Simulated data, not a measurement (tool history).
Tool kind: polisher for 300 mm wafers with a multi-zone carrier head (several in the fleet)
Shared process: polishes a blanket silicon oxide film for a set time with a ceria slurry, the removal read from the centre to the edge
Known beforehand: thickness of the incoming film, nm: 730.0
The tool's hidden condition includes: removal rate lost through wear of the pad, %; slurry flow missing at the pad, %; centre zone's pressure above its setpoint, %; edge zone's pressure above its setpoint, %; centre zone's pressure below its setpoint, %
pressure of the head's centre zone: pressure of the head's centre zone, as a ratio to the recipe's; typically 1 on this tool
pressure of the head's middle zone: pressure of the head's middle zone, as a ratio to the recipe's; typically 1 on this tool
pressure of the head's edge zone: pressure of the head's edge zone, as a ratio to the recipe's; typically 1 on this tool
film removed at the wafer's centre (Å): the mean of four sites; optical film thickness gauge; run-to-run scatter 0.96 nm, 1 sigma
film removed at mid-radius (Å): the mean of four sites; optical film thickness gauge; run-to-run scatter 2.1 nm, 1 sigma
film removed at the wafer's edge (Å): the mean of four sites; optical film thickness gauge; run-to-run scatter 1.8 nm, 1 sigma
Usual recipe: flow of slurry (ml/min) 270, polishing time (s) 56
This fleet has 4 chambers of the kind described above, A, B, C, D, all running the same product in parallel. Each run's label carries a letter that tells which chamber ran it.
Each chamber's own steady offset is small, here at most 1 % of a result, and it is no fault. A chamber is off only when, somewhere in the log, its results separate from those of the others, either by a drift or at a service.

run	day	flow of slurry (ml/min)	pressure of the head's centre zone	pressure of the head's middle zone	pressure of the head's edge zone	polishing time (s)	wafers polished on this pad	hours since the slurry nozzle was cleaned	hours since the centre zone pressure was calibrated	hours since the edge zone pressure was calibrated	film removed at the wafer's centre (Å)	film removed at mid-radius (Å)	film removed at the wafer's edge (Å)
1A	0.192	270	1	1	1	56	284	377.6	6.7	207.1	1536.9	1497.3	1520.5
2C	0.404	270	1	1	1	56	417	173.8	941.9	171	1536.7	1505.4	1523.2
3D	0.604	270	1	1	1	56	391	631.3	268	1297.4	1523.7	1530.7	1527.6
# day 0.7: chamber B: worn pad replaced by a new one
4B	0.729	270	1	1	1	56	6	256.5	288.8	329.8	1545.1	1509.2	1509.3
5A	0.854	270	0.9	1	1	46	429	393.5	22.6	223	1136.3	1242	1305.1
6C	1.075	270	0.9	1	1	46	564	189.9	958	187.1	1133.1	1243.3	1272.7
7B	1.217	270	0.9	1	1	46	113	268.2	300.5	341.5	1133.4	1253	1235.8
# day 1.421: chamber D: worn pad replaced by a new one
8D	1.454	270	0.9	1	1	46	7	651.7	288.4	1317.8	1111.3	1268.9	1257.7
9A	1.588	315	1	1	1	68	590	411.1	40.2	240.6	1881.5	1832.2	1881.6
10B	1.779	315	1	1	1	68	236	281.7	314	355	1921.2	1884.7	1866.3
11C	2.008	315	1	1	1	68	769	212.3	980.4	209.5	1896.4	1886.3	1847.4
12D	2.188	315	1	1	1	68	168	669.3	306	1335.4	1913.1	1860.6	1889.8
13B	2.304	270	1	1	1	56	351	294.3	326.6	367.6	1530.8	1538.7	1529.6
# day 2.404: chamber C: slurry nozzle cleaned
14C	2.521	270	1	1	1	56	881	2.9	992.7	221.8	1547.4	1507.7	1537
15A	2.667	270	1	1	1	56	827	437	66.1	266.5	1518	1520.3	1515.3
16D	2.808	270	1	1	1	56	304	684.2	320.9	1350.3	1531.9	1535.4	1559.7
17A	2.971	270	1	1	1.08	56	893	444.3	73.4	273.8	1537.3	1566.7	1586.5
18D	3.162	270	1	1	1.08	56	381	692.7	329.4	1358.8	1528.8	1562.2	1582.4
# day 3.354: chamber B: worn pad replaced by a new one
19C	3.367	270	1	1	1.08	56	1066	23.2	1013	242.1	1525.4	1528.7	1583.8
20B	3.488	270	1	1	1.08	56	29	322.7	355	396	1549	1505.3	1588.6
21A	3.662	270	0.91	1	1	56	1045	460.9	90	290.4	1350.8	1511.4	1488.2
22B	3.8	270	0.91	1	1	56	98	330.2	362.5	403.5	1408.1	1519.4	1527.4
23D	3.938	270	0.91	1	1	56	551	711.3	348	1377.4	1377.4	1521.1	1555.4
# day 3.967: chamber C: worn pad replaced by a new one
24C	4.1	270	0.91	1	1	56	29	40.8	1030.6	259.7	1396.8	1504.6	1545.8
25D	4.238	270	1	1	1	56	617	718.5	355.2	1384.6	1534.5	1529.7	1557.1
# day 4.271: chamber A: slurry nozzle cleaned
# day 4.325: chamber D: worn pad replaced by a new one
26B	4.354	270	1	1	1	56	219	343.5	375.8	416.8	1558.5	1520.4	1546.2
27C	4.458	270	1	1	1	56	107	49.4	1039.2	268.3	1564.7	1520.6	1552.9
28A	4.596	270	1	1	1	56	1249	7.9	112.4	312.8	1444.4	1471.9	1486
29C	4.742	270	1	1	1	56	169	56.2	1046	275.1	1555.4	1544.5	1545.4
# day 4.875: chamber B: slurry nozzle cleaned
30D	4.883	270	1	1	1	56	122	734	370.7	1400.1	1534.2	1517.7	1540.8
31B	5.017	270	1.04	1	1	56	364	3.4	391.7	432.7	1617.9	1500.9	1511.2
32A	5.254	270	1.04	1	1	56	1394	23.7	128.2	328.6	1485.2	1390.2	1424.3

Each of the 4 chambers runs these same settings next. Fill in every chamber's results:
33A	5.421	270	1	1	1	56					?	?	?
33B	5.421	270	1	1	1	56					?	?	?
33C	5.421	270	1	1	1	56					?	?	?
33D	5.421	270	1	1	1	56					?	?	?

run	film removed at the wafer's centre (Å)	film removed at mid-radius (Å)	film removed at the wafer's edge (Å)
33A	1438.7	1418.5	1435
33B	1550.3	1532.9	1499
33C	1538.5	1549.8	1496
33D	1522.5	1526.3	1557.6
